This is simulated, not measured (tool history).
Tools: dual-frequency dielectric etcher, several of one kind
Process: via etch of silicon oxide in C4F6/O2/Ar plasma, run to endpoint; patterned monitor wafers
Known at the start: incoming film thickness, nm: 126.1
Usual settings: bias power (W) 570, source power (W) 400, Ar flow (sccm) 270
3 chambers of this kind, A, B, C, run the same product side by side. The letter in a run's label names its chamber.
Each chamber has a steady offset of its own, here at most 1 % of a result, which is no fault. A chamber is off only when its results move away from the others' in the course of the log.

{"run": "1A", "day": 0.283, "bias power (W)": 570, "source power (W)": 400, "Ar flow (sccm)": 270, "endpoint time (s)": 25.678}
{"run": "2C", "day": 0.475, "bias power (W)": 570, "source power (W)": 400, "Ar flow (sccm)": 270, "endpoint time (s)": 26.067}
{"run": "3B", "day": 0.779, "bias power (W)": 570, "source power (W)": 400, "Ar flow (sccm)": 270, "endpoint time (s)": 26.261}
{"run": "4B", "day": 0.983, "bias power (W)": 570, "source power (W)": 400, "Ar flow (sccm)": 270, "endpoint time (s)": 25.93}
{"run": "5C", "day": 1.271, "bias power (W)": 570, "source power (W)": 400, "Ar flow (sccm)": 270, "endpoint time (s)": 26.177}
{"run": "6A", "day": 1.421, "bias power (W)": 570, "source power (W)": 400, "Ar flow (sccm)": 270, "endpoint time (s)": 25.931}
{"run": "7B", "day": 1.688, "bias power (W)": 570, "source power (W)": 400, "Ar flow (sccm)": 270, "endpoint time (s)": 26.253}
{"day": 1.954, "done": "chamber C: bias power generator calibrated"}
{"run": "8A", "day": 2.0, "bias power (W)": 570, "source power (W)": 400, "Ar flow (sccm)": 270, "endpoint time (s)": 25.901}
{"run": "9C", "day": 2.258, "bias power (W)": 570, "source power (W)": 400, "Ar flow (sccm)": 270, "endpoint time (s)": 26.122}
{"run": "10C", "day": 2.579, "bias power (W)": 570, "source power (W)": 400, "Ar flow (sccm)": 302, "endpoint time (s)": 26.379}
{"run": "11B", "day": 2.779, "bias power (W)": 570, "source power (W)": 400, "Ar flow (sccm)": 302, "endpoint time (s)": 26.162}
{"run": "12A", "day": 3.104, "bias power (W)": 570, "source power (W)": 400, "Ar flow (sccm)": 302, "endpoint time (s)": 26.044}
{"run": "13C", "day": 3.45, "bias power (W)": 570, "source power (W)": 400, "Ar flow (sccm)": 270, "endpoint time (s)": 26.286}
{"run": "14B", "day": 3.771, "bias power (W)": 570, "source power (W)": 400, "Ar flow (sccm)": 270, "endpoint time (s)": 25.889}
{"run": "15A", "day": 3.958, "bias power (W)": 570, "source power (W)": 400, "Ar flow (sccm)": 270, "endpoint time (s)": 25.715}
{"run": "16B", "day": 4.212, "bias power (W)": 570, "source power (W)": 400, "Ar flow (sccm)": 270, "endpoint time (s)": 25.931}
{"run": "17A", "day": 4.517, "bias power (W)": 691, "source power (W)": 400, "Ar flow (sccm)": 213, "endpoint time (s)": 23.513}
{"run": "18C", "day": 4.829, "bias power (W)": 691, "source power (W)": 400, "Ar flow (sccm)": 213, "endpoint time (s)": 23.851}
{"run": "19A", "day": 5.15, "bias power (W)": 691, "source power (W)": 400, "Ar flow (sccm)": 213, "endpoint time (s)": 23.554}
{"run": "20C", "day": 5.396, "bias power (W)": 570, "source power (W)": 400, "Ar flow (sccm)": 270, "endpoint time (s)": 26.066}
{"run": "21B", "day": 5.596, "bias power (W)": 520, "source power (W)": 490, "Ar flow (sccm)": 270, "endpoint time (s)": 24.894}
{"run": "22C", "day": 5.838, "bias power (W)": 520, "source power (W)": 490, "Ar flow (sccm)": 270, "endpoint time (s)": 25.151}
{"run": "23A", "day": 6.15, "bias power (W)": 520, "source power (W)": 490, "Ar flow (sccm)": 270, "endpoint time (s)": 24.886}
{"run": "24B", "day": 6.371, "bias power (W)": 570, "source power (W)": 400, "Ar flow (sccm)": 270, "endpoint time (s)": 25.936}
{"run": "25C", "day": 6.679, "bias power (W)": 570, "source power (W)": 400, "Ar flow (sccm)": 270, "endpoint time (s)": 26.189}
{"run": "26A", "day": 6.875, "bias power (W)": 570, "source power (W)": 400, "Ar flow (sccm)": 270, "endpoint time (s)": 26.138}
{"run": "27B", "day": 7.221, "bias power (W)": 570, "source power (W)": 460, "Ar flow (sccm)": 270, "endpoint time (s)": 24.628}
{"run": "28A", "day": 7.5, "bias power (W)": 570, "source power (W)": 460, "Ar flow (sccm)": 270, "endpoint time (s)": 24.535}
{"run": "29B", "day": 7.662, "bias power (W)": 570, "source power (W)": 460, "Ar flow (sccm)": 270, "endpoint time (s)": 24.633}
{"run": "30C", "day": 7.854, "bias power (W)": 570, "source power (W)": 400, "Ar flow (sccm)": 335, "endpoint time (s)": 26.81}
{"run": "31B", "day": 8.012, "bias power (W)": 570, "source power (W)": 400, "Ar flow (sccm)": 335, "endpoint time (s)": 26.583}
{"run": "32C", "day": 8.358, "bias power (W)": 570, "source power (W)": 400, "Ar flow (sccm)": 335, "endpoint time (s)": 26.806}
{"run": "33A", "day": 8.542, "bias power (W)": 570, "source power (W)": 400, "Ar flow (sccm)": 270, "endpoint time (s)": 25.84}
{"run": "34B", "day": 8.771, "bias power (W)": 570, "source power (W)": 400, "Ar flow (sccm)": 270, "endpoint time (s)": 26.083}
{"run": "35A", "day": 9.0, "bias power (W)": 570, "source power (W)": 400, "Ar flow (sccm)": 270, "endpoint time (s)": 25.815}

What goes on in this fleet: one chamber off, a drifting gauge, or nothing beyond the chambers' own small offsets? Name the chamber and the cause, if any.

No chamber stands off beyond its own small offset, and the gauge holds steady.
